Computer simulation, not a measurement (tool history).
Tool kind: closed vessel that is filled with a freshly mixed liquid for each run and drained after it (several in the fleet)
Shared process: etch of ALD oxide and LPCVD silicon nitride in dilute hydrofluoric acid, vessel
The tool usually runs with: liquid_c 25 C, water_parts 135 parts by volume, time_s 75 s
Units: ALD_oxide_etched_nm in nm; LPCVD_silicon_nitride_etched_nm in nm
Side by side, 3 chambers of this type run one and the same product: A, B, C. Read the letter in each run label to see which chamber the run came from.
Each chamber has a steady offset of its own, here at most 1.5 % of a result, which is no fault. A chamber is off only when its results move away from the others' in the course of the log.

| run | hour | liquid_c | water_parts | time_s | read-back film thickness of the ALD oxide reference wafer, read on the same gauge (nm) | read-back film thickness of the LPCVD silicon nitride reference wafer, read on the same gauge (nm) | ALD_oxide_etched_nm | LPCVD_silicon_nitride_etched_nm |
|---|---|---|---|---|---|---|---|---|
| 1C | 9.5 | 25 | 135 | 75 | 129.99 | 29.992 | 5.4646 | 0.26309 |
| 2A | 17.4 | 25 | 135 | 75 | 129.97 | 29.994 | 5.4739 | 0.33521 |
| 3B | 30.6 | 25 | 135 | 75 | 130.02 | 30.014 | 5.511 | 0.33294 |
| 4A | 36.8 | 25 | 135 | 75 | 129.98 | 30.005 | 5.4804 | 0.30277 |
| 5C | 47.2 | 25 | 135 | 75 | 129.96 | 29.991 | 5.4589 | 0.32258 |
| 6B | 53.5 | 25 | 135 | 75 | 130.03 | 30.029 | 5.4692 | 0.28149 |
| 7A | 59.8 | 25 | 135 | 75 | 129.96 | 30.004 | 5.4101 | 0.30738 |
| 8C | 70.2 | 25 | 135 | 75 | 130.03 | 29.996 | 5.4051 | 0.27734 |
| 9B | 78.2 | 25 | 135 | 75 | 130.03 | 29.995 | 5.5011 | 0.34564 |
| 10C | 86.8 | 25 | 75 | 75 | 130.03 | 29.992 | 10.842 | 0.54841 |
| 11B | 94.4 | 25 | 75 | 75 | 129.99 | 30.016 | 10.81 | 0.57594 |
| 12A | 100.6 | 25 | 75 | 75 | 130 | 29.989 | 10.473 | 0.60569 |
| 13C | 108.8 | 25 | 135 | 75 | 129.96 | 30.024 | 5.4646 | 0.31301 |
| 14A | 122 | 25 | 135 | 75 | 130.04 | 30.023 | 5.4495 | 0.25915 |
| 15B | 132.5 | 25 | 135 | 75 | 129.98 | 30.005 | 5.4823 | 0.34814 |
| 16C | 144 | 25 | 135 | 75 | 130 | 30.01 | 5.4576 | 0.31798 |
| 17A | 152.5 | 21.5 | 95 | 75 | 130 | 30.031 | 7.0347 | 0.30628 |
| 18B | 165.5 | 21.5 | 95 | 75 | 130.02 | 30.026 | 7.0826 | 0.30309 |
| 19B | 175.2 | 21.5 | 95 | 75 | 130.03 | 29.983 | 7.1042 | 0.31868 |
| 20C | 187.9 | 25 | 135 | 75 | 130.04 | 29.999 | 5.4709 | 0.28 |

Which is it: a chamber that has drifted or been left off by a service, a gauge drift common to all chambers, or only each chamber's usual small offset? If a chamber is off, name it and its likeliest cause.

Beyond each chamber's small constant offset nothing stands out, and the gauge stays steady.
